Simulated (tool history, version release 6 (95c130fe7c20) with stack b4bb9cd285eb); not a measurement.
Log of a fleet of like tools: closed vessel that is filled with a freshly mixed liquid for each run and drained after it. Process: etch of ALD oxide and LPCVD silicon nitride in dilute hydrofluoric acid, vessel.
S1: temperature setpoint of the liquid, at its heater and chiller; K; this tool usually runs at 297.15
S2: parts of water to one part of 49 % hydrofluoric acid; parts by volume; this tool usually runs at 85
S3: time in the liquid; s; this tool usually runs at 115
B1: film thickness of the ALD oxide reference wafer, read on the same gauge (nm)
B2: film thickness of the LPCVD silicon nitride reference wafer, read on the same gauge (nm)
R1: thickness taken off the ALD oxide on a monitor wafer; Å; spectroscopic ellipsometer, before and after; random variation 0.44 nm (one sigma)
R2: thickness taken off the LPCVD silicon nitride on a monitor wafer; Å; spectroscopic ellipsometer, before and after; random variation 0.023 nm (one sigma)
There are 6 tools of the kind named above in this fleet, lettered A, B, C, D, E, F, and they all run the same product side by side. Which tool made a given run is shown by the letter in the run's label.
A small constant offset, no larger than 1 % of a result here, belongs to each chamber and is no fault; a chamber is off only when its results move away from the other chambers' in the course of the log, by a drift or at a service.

run 1A hour=7 | S1=297.15 S2=85 S3=115 | B1=110.03 B2=49.999 | R1=445.65 R2=6.6069
run 2E hour=18.3 | S1=297.15 S2=85 S3=115 | B1=110 B2=49.997 | R1=451.83 R2=6.6335
-- hour=24.9 chamber C: hydrofluoric acid flow meter replaced
run 3D hour=30.1 | S1=297.15 S2=85 S3=115 | B1=110 B2=50.024 | R1=455.29 R2=6.7799
run 4F hour=41.9 | S1=297.15 S2=85 S3=115 | B1=110.01 B2=49.999 | R1=442.86 R2=6.5896
run 5B hour=52.2 | S1=297.15 S2=85 S3=115 | B1=109.98 B2=49.991 | R1=455.44 R2=6.5176
run 6C hour=59 | S1=299.65 S2=85 S3=115 | B1=110.01 B2=49.989 | R1=492.42 R2=7.491
run 7C hour=71.6 | S1=299.65 S2=85 S3=115 | B1=109.98 B2=49.998 | R1=495.27 R2=8.073
run 8F hour=83.1 | S1=299.65 S2=85 S3=115 | B1=110.01 B2=49.989 | R1=493.12 R2=7.5169
run 9D hour=94.4 | S1=299.65 S2=85 S3=115 | B1=110.01 B2=50.011 | R1=504.36 R2=8.383
run 10B hour=103.8 | S1=299.65 S2=85 S3=115 | B1=109.99 B2=50.02 | R1=509.52 R2=7.3004
run 11A hour=115.4 | S1=299.65 S2=85 S3=115 | B1=110.01 B2=50.002 | R1=502.79 R2=7.6532
run 12E hour=123.3 | S1=297.15 S2=85 S3=115 | B1=109.98 B2=49.996 | R1=430.94 R2=6.4352
run 13E hour=136.2 | S1=297.15 S2=85 S3=115 | B1=110 B2=50.014 | R1=441.03 R2=5.7959
run 14A hour=143.3 | S1=297.15 S2=85 S3=115 | B1=110 B2=50.009 | R1=444.3 R2=6.6494
run 15C hour=150.5 | S1=297.15 S2=85 S3=115 | B1=109.98 B2=49.988 | R1=452.65 R2=6.278
run 16D hour=160 | S1=297.15 S2=85 S3=115 | B1=109.99 B2=49.981 | R1=455.68 R2=6.8868
-- hour=166.2 chamber B: thermometer replaced
-- hour=166.2 chamber D: thermometer replaced
-- hour=171.2 chamber F: hydrofluoric acid flow meter replaced
run 17F hour=172.2 | S1=297.15 S2=85 S3=115 | B1=110.02 B2=50.028 | R1=444.59 R2=6.5995
run 18B hour=181.2 | S1=297.15 S2=85 S3=115 | B1=110 B2=49.981 | R1=455.58 R2=6.8252
run 19E hour=191.1 | S1=295.65 S2=85 S3=80 | B1=109.96 B2=50.001 | R1=279.9 R2=3.9845
run 20B hour=200.6 | S1=295.65 S2=85 S3=80 | B1=109.96 B2=49.996 | R1=298.86 R2=4.0752
run 21C hour=213.9 | S1=295.65 S2=85 S3=80 | B1=110 B2=49.979 | R1=288.4 R2=4.1247
-- hour=218.4 chamber F: thermometer replaced
run 22A hour=223.2 | S1=295.65 S2=85 S3=80 | B1=109.99 B2=50.014 | R1=290.85 R2=4.4384
run 23D hour=231.8 | S1=295.65 S2=85 S3=80 | B1=110 B2=50.004 | R1=295.32 R2=3.9554
run 24F hour=242.1 | S1=295.65 S2=85 S3=80 | B1=110 B2=50.001 | R1=288.7 R2=4.1241
run 25E hour=254.6 | S1=297.15 S2=85 S3=115 | B1=110.01 B2=49.991 | R1=421.07 R2=6.0764
run 26C hour=265 | S1=297.15 S2=85 S3=115 | B1=109.99 B2=50.02 | R1=447.13 R2=6.2959
run 27F hour=273.9 | S1=297.15 S2=85 S3=115 | B1=110 B2=49.99 | R1=449.84 R2=6.8225
run 28D hour=280.6 | S1=297.15 S2=85 S3=115 | B1=109.99 B2=50.008 | R1=450.89 R2=6.3545
run 29B hour=291.1 | S1=297.15 S2=120 S3=115 | B1=109.97 B2=50.01 | R1=306.53 R2=4.8083
run 30A hour=304 | S1=297.15 S2=120 S3=115 | B1=110.01 B2=49.988 | R1=305.93 R2=4.5952
run 31B hour=311.3 | S1=297.15 S2=120 S3=115 | B1=110.01 B2=49.992 | R1=304.67 R2=4.7676
run 32A hour=317.9 | S1=297.15 S2=120 S3=115 | B1=110.01 B2=49.993 | R1=307.49 R2=4.537
run 33C hour=327.8 | S1=297.15 S2=120 S3=115 | B1=110.01 B2=50.005 | R1=307.27 R2=4.8219
run 34D hour=341.3 | S1=297.15 S2=120 S3=115 | B1=109.96 B2=50.026 | R1=312.3 R2=4.9164
run 35F hour=354.8 | S1=297.15 S2=85 S3=115 | B1=110.01 B2=50.001 | R1=446.75 R2=6.404
run 36E hour=367 | S1=297.15 S2=85 S3=115 | B1=109.99 B2=49.996 | R1=407.94 R2=5.664
run 37F hour=381.7 | S1=297.15 S2=85 S3=115 | B1=110.01 B2=49.994 | R1=447.3 R2=6.4803
-- hour=388.2 chamber D: hydrofluoric acid flow meter replaced
run 38A hour=390.1 | S1=297.15 S2=85 S3=115 | B1=110.02 B2=50.001 | R1=449.56 R2=6.4501
run 39D hour=398.1 | S1=297.15 S2=85 S3=115 | B1=110.03 B2=50.007 | R1=451.08 R2=6.7352
run 40B hour=406.2 | S1=297.15 S2=85 S3=165 | B1=110.01 B2=50.011 | R1=651.53 R2=9.6258
run 41E hour=415 | S1=297.15 S2=85 S3=165 | B1=110.02 B2=49.994 | R1=575.3 R2=8.1351
run 42C hour=428.3 | S1=297.15 S2=85 S3=165 | B1=109.99 B2=49.987 | R1=652.75 R2=9.8809
run 43E hour=443.1 | S1=297.15 S2=85 S3=165 | B1=109.98 B2=49.997 | R1=576.23 R2=8.2005

Has any chamber moved away from the others, gradually or after a service, or does the common gauge drift, or do the chambers differ only by their own small steady offsets? State the chamber and the most likely cause if one applies.

One chamber, E, drifts off from the rest bit by bit.
What lies behind it: hydrofluoric acid flow below the setpoint (%) = 10.3.

Chamber E could run next with any of the 4 candidate recipes listed below; each alters the usual settings, and their results appear as question marks. Which one brings its results back in line with what the other chambers deliver on the usual settings?
In line here means within this much of the mean the other chambers give on the usual settings: R1 15 Å; R2 0.8 Å
run 44E-1 hour=453.7 | S1=297.15 S2=90 S3=110 | R1=? R2=?
run 44E-2 hour=453.7 | S1=297.15 S2=85 S3=120 | R1=? R2=?
run 44E-3 hour=453.7 | S1=297.15 S2=80 S3=120 | R1=? R2=?
run 44E-4 hour=453.7 | S1=297.15 S2=85 S3=110 | R1=? R2=?

What the other chambers average on the usual settings: R1 450.38 Å; R2 6.603 Å
run=44E-1 R1=356.41 R2=5.2973
run=44E-2 R1=414.65 R2=6.1159
run=44E-3 R1=443.72 R2=6.4941
run=44E-4 R1=380.09 R2=5.6063
44E-3 brings the chamber back in line.
